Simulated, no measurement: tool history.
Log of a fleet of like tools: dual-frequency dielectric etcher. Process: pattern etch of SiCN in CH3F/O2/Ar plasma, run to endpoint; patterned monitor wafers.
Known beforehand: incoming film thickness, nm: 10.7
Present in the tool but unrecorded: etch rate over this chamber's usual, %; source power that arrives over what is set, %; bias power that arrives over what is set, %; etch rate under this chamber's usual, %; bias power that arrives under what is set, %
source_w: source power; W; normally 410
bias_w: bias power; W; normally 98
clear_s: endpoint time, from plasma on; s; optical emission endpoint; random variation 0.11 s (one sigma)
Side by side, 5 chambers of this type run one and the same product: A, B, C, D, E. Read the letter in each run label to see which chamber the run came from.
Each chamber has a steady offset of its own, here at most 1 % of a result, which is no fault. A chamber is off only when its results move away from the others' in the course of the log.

run     day  source_w  bias_w  hours since the last wet clean  hours since the last source power generator calibration  hours since the last bias power generator calibration  clear_s
 1B   0.342       410      98                           217.4                                                    529.9                                                 1362.2   25.257
 2D   0.704       410      98                           626.7                                                    105.6                                                 2015.3   25.081
 3A   0.992       410      98                           106.4                                                   1062.2                                                 4352.3   25.216
 4E   1.225       410      98                             249                                                      651                                                  409.1   24.994
 5C   1.425       350      75                           223.5                                                    202.2                                                 1399.7    29.43
 6D   1.725       350      75                           651.2                                                    130.1                                                 2039.8   29.828
 7E   1.904       350      75                           265.3                                                    667.3                                                  425.4   29.293
        2.1  -- chamber D: wet clean of the chamber
 8A   2.108       350      75                           133.2                                                     1089                                                 4379.1   29.462
 9C   2.425       350      75                           247.5                                                    226.2                                                 1423.7   29.399
10B   2.583       410      98                           271.2                                                    583.7                                                   1416   25.047
11C   2.829       410      98                           257.2                                                    235.9                                                 1433.4   25.315
12D   3.175       460      98                            25.8                                                    164.9                                                 2074.6   24.179
13E   3.488       460      98                           303.3                                                    705.3                                                  463.4   23.927
       3.75  -- chamber A: bias power generator calibrated
14B   3.792       460      98                           300.2                                                    612.7                                                   1445   23.995
15A   4.062       460      98                           180.1                                                   1135.9                                                    7.5   24.363
16A   4.288       460      98                           185.5                                                   1141.3                                                   12.9   24.178
17C   4.646       410      77                           300.8                                                    279.5                                                   1477   27.499
18D   4.992       410      77                            69.4                                                    208.5                                                 2118.2   27.585
19B   5.175       410      77                           333.4                                                    645.9                                                 1478.2   27.416
20E   5.392       410      77                             349                                                      751                                                  509.1   27.621
21A   5.575       410      77                           216.4                                                   1172.2                                                   43.8   27.599
22D   5.779       410      98                            88.3                                                    227.4                                                 2137.1    25.36
23B   6.117       440     110                             356                                                    668.5                                                 1500.8   23.345
24E     6.3       440     110                           370.8                                                    772.8                                                  530.9   23.436
25C   6.504       440     110                           345.4                                                    324.1                                                 1521.6   23.432
26C   6.696       440     110                             350                                                    328.7                                                 1526.2   23.512
27D   6.929       440     110                           115.9                                                      255                                                 2164.7   23.606
28A   7.242       410      98                           256.4                                                   1212.2                                                   83.8   25.225
29B   7.483       410      84                           388.8                                                    701.3                                                 1533.6   26.423
30E   7.696       410      84                           404.3                                                    806.3                                                  564.4   26.386
      7.746  -- chamber C: wet clean of the chamber
31A   7.971       410      84                           273.9                                                   1229.7                                                  101.3   26.616
32B   8.279       410      84                           407.9                                                    720.4                                                 1552.7   26.309
33D   8.558       410      84                             155                                                    294.1                                                 2203.8   26.953
34E   8.767       500      89                             430                                                      832                                                  590.1   24.338
35C   9.121       500      89                            33.1                                                    386.9                                                 1584.4   24.089
36B   9.338       500      89                           433.3                                                    745.8                                                 1578.1   24.084
37E   9.704       500      89                           452.5                                                    854.5                                                  612.6   24.185
38A  10.029       500      89                           323.3                                                   1279.1                                                  150.7   24.383
39C  10.367       410     119                              63                                                    416.8                                                 1614.3   23.501
40D  10.646       410     119                           205.1                                                    344.2                                                 2253.9   23.447
41C  10.821       410     119                            73.9                                                    427.7                                                 1625.2    23.37

Predict what each chamber gives when all 5 of them run the settings below next.
42A  11.088       410     107                                                                                                                                                        ?
42B  11.088       410     107                                                                                                                                                        ?
42C  11.088       410     107                                                                                                                                                        ?
42D  11.088       410     107                                                                                                                                                        ?
42E  11.088       410     107                                                                                                                                                        ?

run  clear_s
42A   24.322
42B   24.139
42C   24.548
42D   24.331
42E   24.412
